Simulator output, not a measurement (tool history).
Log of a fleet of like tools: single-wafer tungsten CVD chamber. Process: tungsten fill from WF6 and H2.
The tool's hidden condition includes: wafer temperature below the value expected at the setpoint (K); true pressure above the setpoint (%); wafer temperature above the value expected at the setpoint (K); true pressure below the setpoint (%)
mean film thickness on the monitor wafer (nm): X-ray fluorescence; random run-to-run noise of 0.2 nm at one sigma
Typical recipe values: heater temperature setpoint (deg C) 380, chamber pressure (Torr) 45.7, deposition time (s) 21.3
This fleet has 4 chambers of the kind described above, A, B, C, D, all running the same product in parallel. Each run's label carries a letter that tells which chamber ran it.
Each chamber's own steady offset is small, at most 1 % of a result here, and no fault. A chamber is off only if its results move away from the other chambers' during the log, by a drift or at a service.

run,hour,heater temperature setpoint (deg C),chamber pressure (Torr),deposition time (s),hours since the last thermocouple change,hours since the last manometer calibration,"read-back reference wafer on the same gauge, thickness_nm",mean film thickness on the monitor wafer (nm)
1A,13.9,380,45.7,21.3,2921,543.5,47.686,50.767
2B,25.3,380,45.7,21.3,372.6,1281.4,47.66,51.109
3D,39.8,380,45.7,21.3,2415.4,2125.5,47.686,50.686
4C,48.7,380,45.7,21.3,522.2,796.7,47.724,50.934
5B,59.1,380,45.7,21.3,406.4,1315.2,47.68,51.121
6A,68.2,380,45.7,21.3,2975.3,597.8,47.726,50.665
7D,75.4,380,45.7,21.3,2451,2161.1,47.719,50.564
8C,84.8,380,45.7,21.3,558.3,832.8,47.642,50.739
9D,98.8,380,45.7,21.3,2474.4,2184.5,47.703,50.701
10C,107.3,393,35,21.3,580.8,855.3,47.694,57.97
11A,114.6,393,35,21.3,3021.7,644.2,47.74,58.204
12B,121.3,393,35,21.3,468.6,1377.4,47.654,58.587
# hour 132.8: chamber D: thermocouple changed; heater temperature recalibrated
13B,135.6,393,35,21.3,482.9,1391.7,47.666,58.494
14D,143.4,380,56.5,23,10.7,2229.1,47.713,61.796
15A,150.9,380,56.5,23,3058,680.5,47.698,60.388
16C,157.6,380,56.5,23,631.1,905.6,47.7,60.702
17C,173.3,380,56.5,23,646.8,921.3,47.656,60.546
18A,182.4,390,51.5,21.3,3089.5,712,47.695,65.534
19D,192.8,390,51.5,21.3,60.1,2278.5,47.722,66.615
20B,205,390,51.5,21.3,552.3,1461.1,47.673,66.363
21B,214.1,390,51.5,21.3,561.4,1470.2,47.697,66.242
22A,221.6,380,45.7,21.3,3128.7,751.2,47.653,51.291
23D,228.6,380,45.7,21.3,95.9,2314.3,47.668,52.225
24C,243.1,380,45.7,21.3,716.6,991.1,47.726,51.017
25B,250.9,380,45.7,21.3,598.2,1507,47.688,51.179

All 4 chambers run these settings next. Forecast each chamber's results:
26A,262.2,380,45.7,21.3,,,,?
26B,262.2,380,45.7,21.3,,,,?
26C,262.2,380,45.7,21.3,,,,?
26D,262.2,380,45.7,21.3,,,,?

run,mean film thickness on the monitor wafer (nm)
26A,51.185
26B,51.163
26C,50.846
26D,52.047

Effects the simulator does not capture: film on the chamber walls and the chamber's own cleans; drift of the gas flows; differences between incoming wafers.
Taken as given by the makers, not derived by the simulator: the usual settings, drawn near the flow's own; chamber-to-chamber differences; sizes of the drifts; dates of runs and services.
